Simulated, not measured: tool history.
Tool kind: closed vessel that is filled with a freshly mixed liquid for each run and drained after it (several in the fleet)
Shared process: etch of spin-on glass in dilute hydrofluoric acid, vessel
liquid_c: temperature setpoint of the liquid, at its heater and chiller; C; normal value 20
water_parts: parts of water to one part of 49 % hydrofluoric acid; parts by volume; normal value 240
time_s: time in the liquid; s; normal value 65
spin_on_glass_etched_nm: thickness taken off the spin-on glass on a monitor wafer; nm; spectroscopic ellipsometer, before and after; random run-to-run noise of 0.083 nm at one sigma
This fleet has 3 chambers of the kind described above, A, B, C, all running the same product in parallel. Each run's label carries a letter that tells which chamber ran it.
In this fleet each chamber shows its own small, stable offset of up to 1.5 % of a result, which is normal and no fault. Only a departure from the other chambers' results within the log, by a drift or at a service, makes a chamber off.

| run | hour | liquid_c | water_parts | time_s | hours since the thermometer was replaced | hours since the hydrofluoric acid flow meter was replaced | read-back film thickness of the spin-on glass reference wafer, read on the same gauge (nm) | spin_on_glass_etched_nm |
|---|---|---|---|---|---|---|---|---|
| 1C | 11.9 | 20 | 240 | 65 | 93.7 | 175.5 | 130.01 | 10.779 |
| 2A | 21.3 | 20 | 240 | 65 | 1121.5 | 652.3 | 129.96 | 10.85 |
| 3B | 33.2 | 20 | 240 | 65 | 1679.3 | 2117.3 | 130 | 10.742 |
| 4A | 42.1 | 20 | 240 | 65 | 1142.3 | 673.1 | 130 | 10.966 |
| 5C | 52.8 | 20 | 190 | 65 | 134.6 | 216.4 | 130 | 14.457 |
| 6B | 65.3 | 20 | 190 | 65 | 1711.4 | 2149.4 | 130 | 14.046 |
|  | 71.7 | chamber A: thermometer replaced |
| 7B | 76.2 | 20 | 190 | 65 | 1722.3 | 2160.3 | 130.02 | 14.195 |
| 8C | 90.7 | 20 | 355 | 65 | 172.5 | 254.3 | 129.97 | 6.6316 |
| 9A | 102 | 20 | 355 | 65 | 30.4 | 733 | 129.99 | 6.6227 |
| 10B | 110.4 | 20 | 355 | 65 | 1756.5 | 2194.5 | 129.99 | 6.4878 |
| 11C | 123.1 | 20 | 240 | 65 | 204.9 | 286.7 | 130.01 | 10.817 |
| 12A | 131.4 | 20 | 240 | 65 | 59.8 | 762.4 | 130.04 | 10.99 |
| 13C | 139.1 | 20 | 240 | 65 | 220.9 | 302.7 | 129.98 | 11.011 |
| 14A | 149.3 | 20 | 240 | 65 | 77.7 | 780.3 | 129.99 | 10.878 |
| 15B | 158.2 | 20 | 240 | 65 | 1804.3 | 2242.3 | 129.99 | 10.692 |
| 16A | 169.6 | 20 | 240 | 65 | 98 | 800.6 | 130.03 | 10.932 |
|  | 171.5 | chamber B: hydrofluoric acid flow meter replaced |
| 17B | 179.4 | 20 | 240 | 65 | 1825.5 | 8 | 130.01 | 10.844 |
| 18C | 190.5 | 20 | 355 | 90 | 272.3 | 354.1 | 130.01 | 9.1838 |
| 19B | 203.5 | 20 | 355 | 90 | 1849.6 | 32.1 | 129.97 | 8.9589 |
| 20A | 210.2 | 20 | 355 | 90 | 138.6 | 841.2 | 129.98 | 9.1551 |
| 21C | 225 | 20 | 240 | 65 | 306.8 | 388.6 | 129.98 | 10.826 |
| 22A | 231.7 | 20 | 240 | 65 | 160.1 | 862.7 | 129.99 | 10.789 |
| 23C | 241.1 | 20 | 240 | 65 | 322.9 | 404.7 | 129.96 | 10.865 |
| 24B | 248.8 | 18.5 | 240 | 65 | 1894.9 | 77.4 | 130.01 | 10.223 |
| 25C | 256.8 | 18.5 | 240 | 65 | 338.6 | 420.4 | 130.03 | 10.298 |
| 26A | 267.5 | 18.5 | 240 | 65 | 195.9 | 898.5 | 130 | 10.045 |
| 27B | 281.7 | 20 | 240 | 65 | 1927.8 | 110.3 | 130 | 10.767 |
| 28C | 295.5 | 20 | 240 | 65 | 377.3 | 459.1 | 129.99 | 10.904 |
| 29A | 307.4 | 20 | 240 | 65 | 235.8 | 938.4 | 130 | 10.555 |
| 30B | 321.8 | 20 | 240 | 65 | 1967.9 | 150.4 | 130 | 10.733 |
| 31B | 332.7 | 20 | 240 | 65 | 1978.8 | 161.3 | 129.95 | 10.548 |
| 32A | 339.6 | 20 | 240 | 65 | 268 | 970.6 | 130.03 | 10.367 |
| 33C | 352 | 20 | 325 | 65 | 433.8 | 515.6 | 129.98 | 7.432 |
| 34C | 359.8 | 20 | 325 | 65 | 441.6 | 523.4 | 129.99 | 7.5335 |
| 35A | 370.6 | 20 | 325 | 65 | 299 | 1001.6 | 129.96 | 7.0656 |
| 36B | 377.4 | 20 | 240 | 65 | 2023.5 | 206 | 129.98 | 10.83 |
| 37B | 385 | 20 | 240 | 65 | 2031.1 | 213.6 | 130.01 | 10.684 |
| 38A | 393.6 | 20 | 240 | 65 | 322 | 1024.6 | 129.99 | 10.265 |
| 39C | 404.6 | 20 | 240 | 65 | 486.4 | 568.2 | 129.99 | 10.759 |
| 40C | 411.9 | 20 | 240 | 65 | 493.7 | 575.5 | 130.01 | 10.934 |
| 41A | 424.3 | 20 | 240 | 65 | 352.7 | 1055.3 | 130.01 | 10.19 |
| 42B | 435.7 | 20 | 240 | 65 | 2081.8 | 264.3 | 129.97 | 10.719 |
| 43A | 444.3 | 20 | 240 | 65 | 372.7 | 1075.3 | 130 | 10.029 |
| 44B | 451.7 | 20 | 240 | 65 | 2097.8 | 280.3 | 130.01 | 10.899 |

What goes on in this fleet: one chamber off, a drifting gauge, or nothing beyond the chambers' own small offsets? Name the chamber and the cause, if any.

Little by little, chamber A moves away from the other chambers.
Cause: hydrofluoric acid flow below the setpoint (%) = 6.63.
The log may not tell that from: liquid colder than its thermometer reads (K).

Here are 4 candidates for chamber A's next run, each the usual settings with a change, their results left as question marks. Which one brings its results back in line with what the others give on the usual settings?
Maximum distance from the other chambers' mean on the usual settings for a result to count as in line: spin_on_glass_etched_nm 0.29 nm
| 45A-1 | 462.4 | 20 | 240 | 70 |  |  |  | ? |
| 45A-2 | 462.4 | 20 | 255 | 65 |  |  |  | ? |
| 45A-3 | 462.4 | 20.5 | 240 | 65 |  |  |  | ? |
| 45A-4 | 462.4 | 20 | 245 | 65 |  |  |  | ? |

On the usual settings, the other chambers give on average: spin_on_glass_etched_nm 10.809 nm
| run | spin_on_glass_etched_nm |
|---|---|
| 45A-1 | 10.796 |
| 45A-2 | 9.3012 |
| 45A-3 | 10.213 |
| 45A-4 | 9.7734 |
45A-1 puts the chamber back in line with the other chambers.
